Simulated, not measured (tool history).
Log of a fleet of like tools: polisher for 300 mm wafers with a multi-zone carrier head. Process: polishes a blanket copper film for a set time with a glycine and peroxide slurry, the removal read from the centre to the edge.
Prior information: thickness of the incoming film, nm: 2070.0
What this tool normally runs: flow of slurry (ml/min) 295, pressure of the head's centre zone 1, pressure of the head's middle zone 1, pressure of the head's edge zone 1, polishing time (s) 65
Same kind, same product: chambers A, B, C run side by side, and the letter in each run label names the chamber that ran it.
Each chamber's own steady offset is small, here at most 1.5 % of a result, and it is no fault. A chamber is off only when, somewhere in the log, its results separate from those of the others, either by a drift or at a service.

| run | day | flow of slurry (ml/min) | pressure of the head's centre zone | pressure of the head's middle zone | pressure of the head's edge zone | polishing time (s) | wafers polished on this pad | hours since the slurry nozzle was cleaned | hours since the centre zone pressure was calibrated | hours since the edge zone pressure was calibrated | film removed at the wafer's centre (nm) | film removed at mid-radius (nm) | film removed at the wafer's edge (nm) |
|---|---|---|---|---|---|---|---|---|---|---|---|---|---|
| 1C | 0.225 | 295 | 1 | 1 | 1 | 65 | 713 | 265.7 | 835.8 | 1098.5 | 295.03 | 286.17 | 293.94 |
|  | 0.45 | chamber C: worn pad replaced by a new one |
| 2B | 0.542 | 295 | 1 | 1 | 1 | 65 | 433 | 62.4 | 1103.6 | 1017.6 | 288.75 | 291.82 | 299.06 |
| 3A | 0.758 | 295 | 1 | 1 | 1 | 65 | 1060 | 76.2 | 289 | 401 | 304.06 | 302.09 | 296.5 |
| 4B | 0.979 | 295 | 1 | 1 | 1 | 65 | 510 | 72.9 | 1114.1 | 1028.1 | 292.49 | 303.77 | 298.12 |
| 5C | 1.246 | 295 | 1 | 1 | 1 | 65 | 141 | 290.2 | 860.3 | 1123 | 297.56 | 290.76 | 290.64 |
|  | 1.654 | chamber A: worn pad replaced by a new one |
| 6A | 1.671 | 295 | 1 | 1 | 1 | 65 | 3 | 98.1 | 310.9 | 422.9 | 301.68 | 295.99 | 298.87 |
|  | 1.7 | chamber B: edge zone pressure recalibrated |
|  | 1.846 | chamber A: edge zone pressure recalibrated |
| 7A | 2.033 | 295 | 1 | 1 | 1 | 65 | 67 | 106.8 | 319.6 | 4.5 | 297.26 | 296.97 | 298.35 |
| 8C | 2.221 | 295 | 1 | 1 | 1 | 65 | 315 | 313.6 | 883.7 | 1146.4 | 295.22 | 295.26 | 292.78 |
| 9B | 2.475 | 205 | 0.9 | 1 | 1 | 65 | 776 | 108.8 | 1150 | 18.7 | 251.52 | 280.51 | 283.69 |
| 10A | 2.667 | 205 | 0.9 | 1 | 1 | 65 | 180 | 122 | 334.8 | 19.7 | 252.44 | 289.82 | 289.78 |
| 11B | 2.875 | 205 | 0.9 | 1 | 1 | 65 | 848 | 118.4 | 1159.6 | 28.3 | 242.63 | 280.84 | 292 |
| 12C | 3.171 | 295 | 1 | 1 | 1 | 65 | 484 | 336.4 | 906.5 | 1169.2 | 294.37 | 293.24 | 293.67 |
| 13B | 3.492 | 200 | 1 | 1 | 1 | 76 | 957 | 133.2 | 1174.4 | 43.1 | 334.08 | 329.26 | 333.61 |
| 14C | 3.704 | 200 | 1 | 1 | 1 | 76 | 578 | 349.2 | 919.3 | 1182 | 324.94 | 320.16 | 328.59 |
|  | 3.8 | chamber C: centre zone pressure recalibrated |
| 15A | 3.996 | 200 | 1 | 1 | 1 | 76 | 416 | 153.9 | 366.7 | 51.6 | 327.39 | 328.54 | 338.35 |
|  | 4.196 | chamber C: worn pad replaced by a new one |
| 16A | 4.375 | 295 | 1 | 1 | 1 | 65 | 484 | 163 | 375.8 | 60.7 | 289.64 | 294.09 | 300.15 |
| 17C | 4.804 | 295 | 1 | 1 | 1 | 65 | 108 | 375.6 | 24.2 | 1208.4 | 293.43 | 288.35 | 296.2 |
| 18B | 5.158 | 295 | 1 | 1 | 1 | 65 | 1254 | 173.2 | 1214.4 | 83.1 | 284.79 | 292.04 | 288.27 |
| 19B | 5.517 | 295 | 1 | 1 | 1 | 65 | 1317 | 181.8 | 1223 | 91.7 | 278.18 | 292.8 | 289.89 |
| 20A | 5.888 | 295 | 1 | 1 | 1 | 65 | 753 | 199.3 | 412.1 | 97 | 296.86 | 291.18 | 296.92 |
| 21C | 6.238 | 295 | 1 | 1 | 1 | 65 | 363 | 410 | 58.6 | 1242.8 | 289.39 | 291.78 | 295.29 |
| 22B | 6.646 | 295 | 1 | 1 | 1 | 65 | 1518 | 208.9 | 1250.1 | 118.8 | 285.43 | 276.5 | 285.18 |
| 23C | 7.058 | 295 | 1 | 1 | 1 | 65 | 509 | 429.7 | 78.3 | 1262.5 | 296.42 | 298.62 | 295.92 |
| 24A | 7.438 | 235 | 1 | 1 | 1 | 65 | 1028 | 236.5 | 449.3 | 134.2 | 281.89 | 293.35 | 291.8 |
| 25A | 7.779 | 235 | 1 | 1 | 1 | 65 | 1089 | 244.7 | 457.5 | 142.4 | 287.73 | 296.89 | 293.45 |
| 26C | 8.025 | 235 | 1 | 1 | 1 | 65 | 681 | 452.9 | 101.5 | 1285.7 | 287.94 | 276.78 | 283.41 |
| 27B | 8.342 | 295 | 1 | 1 | 1 | 65 | 1819 | 249.6 | 1290.8 | 159.5 | 276.23 | 276 | 277.74 |
| 28B | 8.596 | 295 | 1 | 1 | 1 | 65 | 1865 | 255.7 | 1296.9 | 165.6 | 277.37 | 274.83 | 279.21 |
| 29C | 8.846 | 295 | 1 | 1.07 | 0.96 | 65 | 827 | 472.6 | 121.2 | 1305.4 | 291.79 | 310.75 | 286.49 |
| 30A | 9.158 | 295 | 1 | 1.07 | 0.96 | 65 | 1334 | 277.8 | 490.6 | 175.5 | 297.96 | 315.48 | 287.33 |
| 31A | 9.562 | 295 | 1 | 1.07 | 0.96 | 65 | 1406 | 287.5 | 500.3 | 185.2 | 296.88 | 316.79 | 288.66 |

The same settings go to every chamber for the next run, one line per chamber below. Forecast the results for each:
| 32A | 9.871 | 295 | 1 | 1 | 1 | 81 |  |  |  |  | ? | ? | ? |
| 32B | 9.871 | 295 | 1 | 1 | 1 | 81 |  |  |  |  | ? | ? | ? |
| 32C | 9.871 | 295 | 1 | 1 | 1 | 81 |  |  |  |  | ? | ? | ? |

| run | film removed at the wafer's centre (nm) | film removed at mid-radius (nm) | film removed at the wafer's edge (nm) |
|---|---|---|---|
| 32A | 365.78 | 375.55 | 371.8 |
| 32B | 336.1 | 346.97 | 336.25 |
| 32C | 372.76 | 367.19 | 363.34 |
